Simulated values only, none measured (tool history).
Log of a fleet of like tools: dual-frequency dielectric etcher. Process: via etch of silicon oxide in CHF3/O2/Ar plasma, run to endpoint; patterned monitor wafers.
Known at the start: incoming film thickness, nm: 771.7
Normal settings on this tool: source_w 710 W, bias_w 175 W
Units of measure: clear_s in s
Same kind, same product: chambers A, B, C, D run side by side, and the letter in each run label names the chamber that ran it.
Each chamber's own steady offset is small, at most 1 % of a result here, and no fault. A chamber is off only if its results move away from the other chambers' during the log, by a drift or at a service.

run   hour  source_w  bias_w  hours since the last wet clean  hours since the last source power generator calibration  hours since the last bias power generator calibration  clear_s
 1C   16.5       710     175                           455.1                                                    556.9                                                 2428.1   365.86
      23.8  -- chamber C: wet clean of the chamber
 2A   28.2       710     175                           213.2                                                   1807.9                                                  431.1   368.89
 3B   41.3       710     175                           230.1                                                   2005.7                                                 2092.6   370.80
      44.6  -- chamber B: source power generator calibrated
 4D   51.1       710     175                            88.1                                                   1305.3                                                 2315.0   371.27
 5A   64.5       710     175                           249.5                                                   1844.2                                                  467.4   372.22
 6D   78.9       710     175                           115.9                                                   1333.1                                                 2342.8   373.89
 7B   94.6       710     147                           283.4                                                     50.0                                                 2145.9   391.07
     105.8  -- chamber A: source power generator calibrated
 8C  105.9       710     147                            82.2                                                    646.3                                                 2517.5   386.83
 9C  113.8       710     147                            90.1                                                    654.2                                                 2525.4   389.44
10D  123.4       710     147                           160.4                                                   1377.6                                                 2387.3   391.14
11A  137.1       710     175                           322.1                                                     31.4                                                  540.0   366.96
12B  144.4       710     175                           333.2                                                     99.8                                                 2195.7   372.60
13B  153.6       710     175                           342.4                                                    109.0                                                 2204.9   371.54
14D  168.0       710     175                           205.0                                                   1422.2                                                 2431.9   372.97
15A  183.7       710     175                           368.7                                                     78.0                                                  586.6   366.46
16C  196.9       710     175                           173.2                                                    737.3                                                 2608.5   369.48
17B  209.1       710     175                           397.9                                                    164.5                                                 2260.4   373.12
18A  216.2       710     175                           401.2                                                    110.5                                                  619.1   369.79
19D  228.5       710     175                           265.5                                                   1482.7                                                 2492.4   368.97
20C  239.5       710     175                           215.8                                                    779.9                                                 2651.1   368.30
21B  248.3       710     175                           437.1                                                    203.7                                                 2299.6   374.57
22A  256.1       710     175                           441.1                                                    150.4                                                  659.0   366.94
23D  270.5       710     175                           307.5                                                   1524.7                                                 2534.4   370.95
24C  279.7       710     175                           256.0                                                    820.1                                                 2691.3   368.91
25D  294.2       710     175                           331.2                                                   1548.4                                                 2558.1   371.06
26C  310.1       710     175                           286.4                                                    850.5                                                 2721.7   368.62
27B  319.4       710     175                           508.2                                                    274.8                                                 2370.7   372.21
28A  329.4       710     175                           514.4                                                    223.7                                                  732.3   367.62
     336.8  -- chamber B: wet clean of the chamber
29D  342.6       710     175                           379.6                                                   1596.8                                                 2606.5   370.17
30C  353.5       710     175                           329.8                                                    893.9                                                 2765.1   368.52
31A  364.4       710     175                           549.4                                                    258.7                                                  767.3   367.90
32B  376.2       710     175                            39.5                                                    331.6                                                 2427.5   369.77
33D  388.1       710     175                           425.1                                                   1642.3                                                 2652.0   366.29
34C  404.5       710     175                           380.8                                                    944.9                                                 2816.1   365.87
35B  417.9       710     175                            81.2                                                    373.3                                                 2469.2   369.51
36A  427.9       710     175                           612.9                                                    322.2                                                  830.8   369.33
37C  437.0       600     216                           413.3                                                    977.4                                                 2848.6   364.56
38B  447.3       600     216                           110.6                                                    402.7                                                 2498.6   367.04
39A  459.9       600     216                           644.9                                                    354.2                                                  862.8   362.78

Decide between three cases: one chamber stands off from its peers, the gauge reading all wafers drifts, or nothing is wrong past each chamber's small offset. Where a chamber is off, say which and what most likely put it there.

No chamber stands off beyond its own small offset, and the gauge holds steady.

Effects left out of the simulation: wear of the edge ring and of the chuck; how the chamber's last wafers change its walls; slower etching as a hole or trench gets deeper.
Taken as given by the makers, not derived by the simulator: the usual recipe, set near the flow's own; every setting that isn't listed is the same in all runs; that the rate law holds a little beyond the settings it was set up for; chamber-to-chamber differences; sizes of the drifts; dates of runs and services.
